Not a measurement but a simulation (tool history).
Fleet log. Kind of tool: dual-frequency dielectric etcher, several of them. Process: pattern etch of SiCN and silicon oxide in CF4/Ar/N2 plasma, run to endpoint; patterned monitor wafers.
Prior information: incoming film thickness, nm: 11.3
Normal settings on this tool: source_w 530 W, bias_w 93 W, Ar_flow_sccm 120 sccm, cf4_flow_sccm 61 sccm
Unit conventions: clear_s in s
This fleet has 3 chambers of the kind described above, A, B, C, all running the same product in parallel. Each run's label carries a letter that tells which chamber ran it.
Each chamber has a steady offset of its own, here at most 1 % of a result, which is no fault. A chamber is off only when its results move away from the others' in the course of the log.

run,hour,source_w,bias_w,Ar_flow_sccm,cf4_flow_sccm,hours since the last wet clean,hours since the last source power generator calibration,hours since the last bias power generator calibration,hours since the last Ar flow controller change,hours since the last CF4 flow controller change,clear_s
# hour 3: chamber A: CF4 flow controller replaced
1B,6.3,530,93,120,61,101,3340.2,1114.9,4281.8,388,10.805
2C,13.2,530,93,120,61,378.7,3142.8,121.5,400.6,526.6,11.001
3A,19.9,530,93,120,61,353.3,1242.6,2130.1,3039.3,17,10.884
4C,27,530,93,120,61,392.5,3156.6,135.3,414.4,540.4,11.032
# hour 33.9: chamber A: wet clean of the chamber
5B,35.2,530,93,120,61,129.9,3369.1,1143.8,4310.7,416.9,10.906
6A,40.1,530,93,120,61,6.3,1262.8,2150.3,3059.5,37.2,10.94
7C,46.3,530,93,120,61,411.8,3175.9,154.6,433.7,559.7,11.09
8B,50.9,530,93,120,61,145.6,3384.8,1159.5,4326.4,432.6,10.838
# hour 52.2: chamber C: wet clean of the chamber
9A,57,530,93,120,61,23.2,1279.7,2167.2,3076.4,54.1,11.141
10A,64.8,610,93,120,75,31,1287.5,2175,3084.2,61.9,9.5581
# hour 72.1: chamber C: source power generator calibrated
11B,72.1,610,93,120,75,166.8,3406,1180.7,4347.6,453.8,9.3277
12C,77.4,610,93,120,75,25.2,5.4,185.7,464.8,590.8,9.4168
13A,84.7,530,93,120,61,50.9,1307.4,2194.9,3104.1,81.8,11.264
14C,89.6,530,93,120,61,37.4,17.6,197.9,477,603,10.933
15B,98.1,530,93,120,61,192.8,3432,1206.7,4373.6,479.8,10.896
16C,106.6,530,109,131,61,54.4,34.6,214.9,494,620,10.49
17A,111.4,530,109,131,61,77.6,1334.1,2221.6,3130.8,108.5,10.688
18B,119,530,109,131,61,213.7,3452.9,1227.6,4394.5,500.7,10.402
19A,124.2,530,84,120,72,90.4,1346.9,2234.4,3143.6,121.3,11.492
20B,129.9,530,84,120,72,224.6,3463.8,1238.5,4405.4,511.6,10.973
21C,134.4,530,84,120,72,82.2,62.4,242.7,521.8,647.8,11.031

What goes on in this fleet: one chamber off, a drifting gauge, or nothing beyond the chambers' own small offsets? Name the chamber and the cause, if any.

It is chamber A that slowly wanders off from its peers.
Likeliest cause: source power that arrives under what is set, % = 4.94.

Which of the 4 candidates below, each the usual settings with something changed and its results left as question marks, puts chamber A back in line with what the other chambers give on the usual settings?
A result is in line if it is within this distance of the other chambers' mean on the usual settings: clear_s 0.17 s
22A-1,140.5,530,85,124,59,,,,,,?
22A-2,140.5,530,101,116,63,,,,,,?
22A-3,140.5,530,77,120,61,,,,,,?
22A-4,140.5,570,96,119,61,,,,,,?

Other chambers, usual settings, mean: clear_s 10.925 s
run,clear_s
22A-1,11.89
22A-2,10.932
22A-3,12.2
22A-4,10.551
22A-2 puts the chamber back in line with the other chambers.
